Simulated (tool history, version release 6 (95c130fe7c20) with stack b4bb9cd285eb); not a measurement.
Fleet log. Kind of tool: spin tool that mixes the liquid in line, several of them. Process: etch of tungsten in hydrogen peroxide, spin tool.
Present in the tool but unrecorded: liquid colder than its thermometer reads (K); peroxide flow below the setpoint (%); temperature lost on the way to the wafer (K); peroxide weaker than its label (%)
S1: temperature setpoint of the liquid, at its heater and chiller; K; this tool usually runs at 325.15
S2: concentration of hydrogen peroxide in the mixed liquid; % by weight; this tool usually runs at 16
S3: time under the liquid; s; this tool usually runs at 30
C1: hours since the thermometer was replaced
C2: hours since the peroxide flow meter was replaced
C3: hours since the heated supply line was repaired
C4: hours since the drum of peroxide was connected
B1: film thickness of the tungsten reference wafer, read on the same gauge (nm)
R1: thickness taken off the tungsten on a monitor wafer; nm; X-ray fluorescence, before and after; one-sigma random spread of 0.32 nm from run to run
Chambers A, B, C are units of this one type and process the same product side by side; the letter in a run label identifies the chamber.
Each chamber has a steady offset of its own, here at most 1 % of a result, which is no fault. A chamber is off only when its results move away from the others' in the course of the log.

run,hour,S1,S2,S3,C1,C2,C3,C4,B1,R1
1B,6.9,325.15,16,30,250.2,98.9,1275.1,72.7,110,84.494
2A,12.3,325.15,16,30,818.3,535.2,1954,1183,110,84.597
3C,17.9,325.15,16,30,521.8,652.2,1635.1,1117.4,110.02,85.551
4B,23.8,325.15,16,30,267.1,115.8,1292,89.6,110.02,85.176
5A,32.7,325.15,16,30,838.7,555.6,1974.4,1203.4,109.97,84.162
6C,37.1,325.15,16,40,541,671.4,1654.3,1136.6,110.02,114.01
7B,41.3,325.15,16,40,284.6,133.3,1309.5,107.1,109.99,113
8C,50.2,325.15,16,40,554.1,684.5,1667.4,1149.7,110,113.65
9A,56.2,325.15,16,30,862.2,579.1,1997.9,1226.9,109.99,84.336
10A,64.4,320.15,14.5,30,870.4,587.3,2006.1,1235.1,109.99,59.132
11B,72.8,320.15,14.5,30,316.1,164.8,1341,138.6,109.99,59.109
12C,79.4,320.15,14.5,30,583.3,713.7,1696.6,1178.9,110.01,60.283
13C,87.4,325.15,16,30,591.3,721.7,1704.6,1186.9,109.99,85.471
14A,95.2,325.15,16,30,901.2,618.1,2036.9,1265.9,110.01,84.516
15B,99.2,325.15,16,30,342.5,191.2,1367.4,165,109.98,84.652
16B,106.2,325.15,16,30,349.5,198.2,1374.4,172,110.01,84.443
17C,113.2,325.15,16,30,617.1,747.5,1730.4,1212.7,110.01,85.88
18A,119.7,325.15,16,30,925.7,642.6,2061.4,1290.4,110.01,84.548
19A,123.6,325.15,16,30,929.6,646.5,2065.3,1294.3,109.97,84.376
20C,130.7,325.15,16,30,634.6,765,1747.9,1230.2,110,85.744
21B,139.6,325.15,16,30,382.9,231.6,1407.8,205.4,110,84.163
22A,147.7,328.65,13,30,953.7,670.6,2089.4,1318.4,109.99,93.775
23B,153.4,328.65,13,30,396.7,245.4,1421.6,219.2,110.01,93.813
24C,159.7,328.65,13,30,663.6,794,1776.9,1259.2,110.03,94.377
25A,165.9,325.15,16,30,971.9,688.8,2107.6,1336.6,109.99,84.021
26C,170.3,325.15,16,30,674.2,804.6,1787.5,1269.8,110,85.224
27B,177.6,325.15,16,30,420.9,269.6,1445.8,243.4,110,84.317
28C,181.9,325.15,16,30,685.8,816.2,1799.1,1281.4,110.01,86.075
29A,189.1,325.15,16,30,995.1,712,2130.8,1359.8,109.99,84.573
30B,193.7,325.15,16,30,437,285.7,1461.9,259.5,109.99,84.723
31B,199.7,325.15,16,30,443,291.7,1467.9,265.5,110.02,84.79
32C,204.4,325.15,16,30,708.3,838.7,1821.6,1303.9,109.98,85.534
33A,211.8,325.15,19.5,30,1017.8,734.7,2153.5,1382.5,110,93.08
34C,216.3,325.15,19.5,30,720.2,850.6,1833.5,1315.8,109.98,93.7
35B,224.5,325.15,19.5,30,467.8,316.5,1492.7,290.3,109.99,93.59
36A,229.9,325.15,16,30,1035.9,752.8,2171.6,1400.6,110,84.026
37A,233.9,325.15,12,30,1039.9,756.8,2175.6,1404.6,110,73.438
# hour 238.1: chamber C: new drum of peroxide connected
38C,240.1,325.15,12,30,744,874.4,1857.3,2.1,110,73.87
39B,247.3,325.15,12,30,490.6,339.3,1515.5,313.1,109.99,73.361
40A,252.5,325.15,16,30,1058.5,775.4,2194.2,1423.2,110,83.988
41B,258.8,325.15,16,30,502.1,350.8,1527,324.6,110.01,84.344
42C,265.2,325.15,16,30,769.1,899.5,1882.4,27.2,109.98,85.239
43C,273.4,325.15,16,30,777.3,907.7,1890.6,35.4,110.03,85.604

Each of the 3 chambers runs these same settings next. Fill in every chamber's results:
44A,279.9,325.15,16,30,,,,,,?
44B,279.9,325.15,16,30,,,,,,?
44C,279.9,325.15,16,30,,,,,,?

run,R1
44A,84.165
44B,84.388
44C,85.305
